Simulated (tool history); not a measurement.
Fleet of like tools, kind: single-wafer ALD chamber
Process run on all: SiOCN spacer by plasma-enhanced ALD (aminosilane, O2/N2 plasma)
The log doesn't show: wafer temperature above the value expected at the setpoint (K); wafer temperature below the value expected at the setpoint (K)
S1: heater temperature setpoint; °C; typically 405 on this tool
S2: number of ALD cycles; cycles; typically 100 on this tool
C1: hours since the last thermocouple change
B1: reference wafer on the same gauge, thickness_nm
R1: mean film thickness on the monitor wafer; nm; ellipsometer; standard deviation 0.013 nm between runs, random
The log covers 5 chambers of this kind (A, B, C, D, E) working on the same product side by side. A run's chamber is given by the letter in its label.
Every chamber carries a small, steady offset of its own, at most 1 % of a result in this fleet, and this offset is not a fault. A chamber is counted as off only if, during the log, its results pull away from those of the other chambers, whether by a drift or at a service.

Run 1D, hour 4.4: usual settings; C1 1400.3; B1 5.4106. Result: R1 5.9237 nm.
Run 2A, hour 9.1: usual settings; C1 173.7; B1 5.4095. Result: R1 5.9197 nm.
Run 3B, hour 13.0: usual settings; C1 863.3; B1 5.4104. Result: R1 5.9402 nm.
Run 4E, hour 15.5: usual settings; C1 1150.6; B1 5.4130. Result: R1 5.9360 nm.
Run 5C, hour 18.7: usual settings; C1 36.8; B1 5.4113. Result: R1 5.9783 nm.
Run 6D, hour 20.8: usual settings; C1 1416.7; B1 5.4123. Result: R1 5.9162 nm.
Run 7C, hour 23.2: usual settings; C1 41.3; B1 5.4078. Result: R1 5.9941 nm.
Run 8B, hour 27.2: usual settings but S1 413 °C, S2 88 cycles; C1 877.5; B1 5.4122. Result: R1 5.1042 nm.
Run 9E, hour 31.7: usual settings but S1 413 °C, S2 88 cycles; C1 1166.8; B1 5.4094. Result: R1 5.0823 nm.
Run 10A, hour 33.8: usual settings but S1 413 °C, S2 88 cycles; C1 198.4; B1 5.4122. Result: R1 5.0796 nm.
Run 11E, hour 36.6: usual settings but S1 413 °C, S2 88 cycles; C1 1171.7; B1 5.4112. Result: R1 5.0851 nm.
Run 12C, hour 41.4: usual settings but S1 413 °C, S2 88 cycles; C1 59.5; B1 5.4098. Result: R1 5.1204 nm.
Run 13B, hour 44.4: usual settings; C1 894.7; B1 5.4112. Result: R1 5.9340 nm.
Run 14A, hour 46.8: usual settings; C1 211.4; B1 5.4132. Result: R1 5.9215 nm.
Run 15D, hour 50.0: usual settings; C1 1445.9; B1 5.4068. Result: R1 5.9094 nm.
Run 16A, hour 53.7: usual settings; C1 218.3; B1 5.4106. Result: R1 5.9355 nm.
Run 17B, hour 56.1: usual settings; C1 906.4; B1 5.4111. Result: R1 5.9634 nm.
Run 18E, hour 60.2: usual settings; C1 1195.3; B1 5.4122. Result: R1 5.9480 nm.
Run 19C, hour 64.5: usual settings; C1 82.6; B1 5.4098. Result: R1 5.9887 nm.
Run 20D, hour 68.8: usual settings; C1 1464.7; B1 5.4112. Result: R1 5.9388 nm.
Run 21C, hour 71.9: usual settings; C1 90.0; B1 5.4113. Result: R1 5.9712 nm.
Run 22E, hour 76.0: usual settings; C1 1211.1; B1 5.4089. Result: R1 5.9088 nm.
Run 23A, hour 80.6: usual settings; C1 245.2; B1 5.4102. Result: R1 5.9260 nm.
Run 24D, hour 84.7: usual settings; C1 1480.6; B1 5.4085. Result: R1 5.8990 nm.
Run 25B, hour 88.5: usual settings; C1 938.8; B1 5.4081. Result: R1 5.9612 nm.
Run 26A, hour 90.8: usual settings; C1 255.4; B1 5.4126. Result: R1 5.9108 nm.
Run 27C, hour 94.8: usual settings; C1 112.9; B1 5.4089. Result: R1 5.9697 nm.
Run 28E, hour 98.7: usual settings; C1 1233.8; B1 5.4110. Result: R1 5.9245 nm.
Run 29B, hour 101.2: usual settings; C1 951.5; B1 5.4082. Result: R1 5.9560 nm.
Run 30D, hour 106.0: usual settings; C1 1501.9; B1 5.4089. Result: R1 5.8987 nm.
Run 31E, hour 109.2: usual settings; C1 1244.3; B1 5.4100. Result: R1 5.9298 nm.
Run 32B, hour 113.8: usual settings; C1 964.1; B1 5.4093. Result: R1 5.9437 nm.
Run 33A, hour 117.5: usual settings; C1 282.1; B1 5.4096. Result: R1 5.9294 nm.
Run 34C, hour 120.7: usual settings; C1 138.8; B1 5.4089. Result: R1 5.9917 nm.
Run 35D, hour 124.5: usual settings but S1 418 °C, S2 85 cycles; C1 1520.4; B1 5.4070. Result: R1 4.8166 nm.
Run 36C, hour 128.5: usual settings but S1 418 °C, S2 85 cycles; C1 146.6; B1 5.4089. Result: R1 4.8994 nm.
Run 37A, hour 133.2: usual settings but S1 418 °C, S2 85 cycles; C1 297.8; B1 5.4086. Result: R1 4.8318 nm.
Run 38D, hour 136.9: usual settings but S1 418 °C, S2 85 cycles; C1 1532.8; B1 5.4084. Result: R1 4.8312 nm.
Run 39B, hour 139.4: usual settings but S1 418 °C, S2 85 cycles; C1 989.7; B1 5.4091. Result: R1 4.8622 nm.
Run 40E, hour 141.9: usual settings; C1 1277.0; B1 5.4075. Result: R1 5.9261 nm.

The same settings go to every chamber for the next run, one line per chamber below. Forecast the results for each:
Run 41A, hour 145.3: usual settings but S2 108 cycles. Result: R1 ?.
Run 41B, hour 145.3: usual settings but S2 108 cycles. Result: R1 ?.
Run 41C, hour 145.3: usual settings but S2 108 cycles. Result: R1 ?.
Run 41D, hour 145.3: usual settings but S2 108 cycles. Result: R1 ?.
Run 41E, hour 145.3: usual settings but S2 108 cycles. Result: R1 ?.

run      R1
41A  6.3814
41B  6.4043
41C  6.4363
41D  6.3872
41E  6.4070

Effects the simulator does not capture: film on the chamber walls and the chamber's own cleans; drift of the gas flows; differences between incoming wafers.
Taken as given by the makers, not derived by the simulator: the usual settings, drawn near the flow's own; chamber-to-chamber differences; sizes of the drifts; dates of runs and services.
